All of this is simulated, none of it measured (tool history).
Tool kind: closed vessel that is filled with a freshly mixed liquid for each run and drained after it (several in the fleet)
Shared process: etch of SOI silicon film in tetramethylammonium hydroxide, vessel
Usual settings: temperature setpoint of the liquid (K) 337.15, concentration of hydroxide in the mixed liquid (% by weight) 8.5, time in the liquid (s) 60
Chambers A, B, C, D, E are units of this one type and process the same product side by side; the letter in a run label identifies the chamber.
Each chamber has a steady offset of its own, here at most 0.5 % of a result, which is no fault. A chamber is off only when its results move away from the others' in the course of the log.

run   hour  temperature setpoint of the liquid (K)  concentration of hydroxide in the mixed liquid (% by weight)  time in the liquid (s)  hours since the thermometer was replaced  hours since the hydroxide flow meter was replaced  read-back film thickness of the SOI silicon film reference wafer, read on the same gauge (nm)  thickness taken off the SOI silicon film on a monitor wafer (angstrom)
 1C    2.8                                  337.15                                                           8.5                      60                                    1944.2                                              100.4                                                                                         40.032                                                                  3003.2
 2E    7.5                                  337.15                                                           8.5                      60                                      96.5                                              347.7                                                                                         40.017                                                                  3062.0
 3A   11.6                                  337.15                                                           8.5                      60                                    1337.3                                              983.9                                                                                         39.986                                                                  3048.4
 4B   16.4                                  337.15                                                           8.5                      60                                     326.0                                              314.6                                                                                         39.997                                                                  3063.8
 5D   20.7                                  337.15                                                          10.0                      80                                    1741.4                                              745.2                                                                                         40.001                                                                  3809.4
 6A   25.6                                  337.15                                                          10.0                      80                                    1351.3                                              997.9                                                                                         40.017                                                                  3797.5
 7B   30.2                                  337.15                                                          10.0                      80                                     339.8                                              328.4                                                                                         39.983                                                                  3795.6
 8D   33.6                                  337.15                                                          10.0                      80                                    1754.3                                              758.1                                                                                         39.947                                                                  3838.1
 9E   36.1                                  337.15                                                          10.0                      80                                     125.1                                              376.3                                                                                         39.976                                                                  3868.9
10C   38.5                                  337.15                                                           8.5                      60                                    1979.9                                              136.1                                                                                         40.016                                                                  2994.7
11B   40.9                                  337.15                                                           8.5                      60                                     350.5                                              339.1                                                                                         40.002                                                                  3055.2
12C   45.3                                  337.15                                                           8.5                      60                                    1986.7                                              142.9                                                                                         40.008                                                                  3051.5
13A   48.1                                  337.15                                                           8.5                      60                                    1373.8                                             1020.4                                                                                         40.011                                                                  3008.8
14D   50.9                                  337.15                                                           8.5                      60                                    1771.6                                              775.4                                                                                         39.959                                                                  3046.0
15E   54.3                                  337.15                                                           8.5                      60                                     143.3                                              394.5                                                                                         40.031                                                                  3122.6
16C   58.8                                  341.15                                                           8.5                      75                                    2000.2                                              156.4                                                                                         39.991                                                                  4780.3
17D   61.8                                  341.15                                                           8.5                      75                                    1782.5                                              786.3                                                                                         39.964                                                                  4775.9
18A   64.6                                  341.15                                                           8.5                      75                                    1390.3                                             1036.9                                                                                         40.043                                                                  4798.6
19B   67.4                                  341.15                                                           8.5                      75                                     377.0                                              365.6                                                                                         40.027                                                                  4832.6
20E   69.6                                  341.15                                                           8.5                      75                                     158.6                                              409.8                                                                                         40.029                                                                  4917.3
21E   74.5                                  337.15                                                           8.5                      60                                     163.5                                              414.7                                                                                         39.965                                                                  3071.7
22D   79.3                                  337.15                                                           8.5                      60                                    1800.0                                              803.8                                                                                         40.003                                                                  3011.4
      84.2  -- chamber E: hydroxide flow meter replaced
23A   84.2                                  337.15                                                           8.5                      60                                    1409.9                                             1056.5                                                                                         40.022                                                                  2965.8
24C   88.4                                  337.15                                                           8.5                      60                                    2029.8                                              186.0                                                                                         40.029                                                                  3016.9
25B   91.2                                  331.15                                                           9.5                      60                                     400.8                                              389.4                                                                                         39.990                                                                  1995.3
26A   95.0                                  331.15                                                           9.5                      60                                    1420.7                                             1067.3                                                                                         40.021                                                                  1939.6
27D   99.2                                  331.15                                                           9.5                      60                                    1819.9                                              823.7                                                                                         40.040                                                                  1987.0
28B  102.4                                  331.15                                                           9.5                      60                                     412.0                                              400.6                                                                                         39.998                                                                  2010.7
29C  106.6                                  331.15                                                           9.5                      60                                    2048.0                                              204.2                                                                                         40.003                                                                  2018.5
30E  110.7                                  337.15                                                           8.5                      60                                     199.7                                               26.5                                                                                         39.975                                                                  3048.0
31D  115.7                                  337.15                                                           8.5                      60                                    1836.4                                              840.2                                                                                         40.022                                                                  3058.9
32A  118.0                                  337.15                                                           8.5                      60                                    1443.7                                             1090.3                                                                                         39.979                                                                  2890.3

For the next run the whole fleet of 5 chambers uses the same settings. Give each chamber's results:
33A  121.7                                  337.15                                                           8.5                      60                                                                                                                                                                                                                                                                   ?
33B  121.7                                  337.15                                                           8.5                      60                                                                                                                                                                                                                                                                   ?
33C  121.7                                  337.15                                                           8.5                      60                                                                                                                                                                                                                                                                   ?
33D  121.7                                  337.15                                                           8.5                      60                                                                                                                                                                                                                                                                   ?
33E  121.7                                  337.15                                                           8.5                      60                                                                                                                                                                                                                                                                   ?

run  thickness taken off the SOI silicon film on a monitor wafer (angstrom)
33A                                                                  2863.8
33B                                                                  3033.4
33C                                                                  3009.6
33D                                                                  3046.8
33E                                                                  3071.3
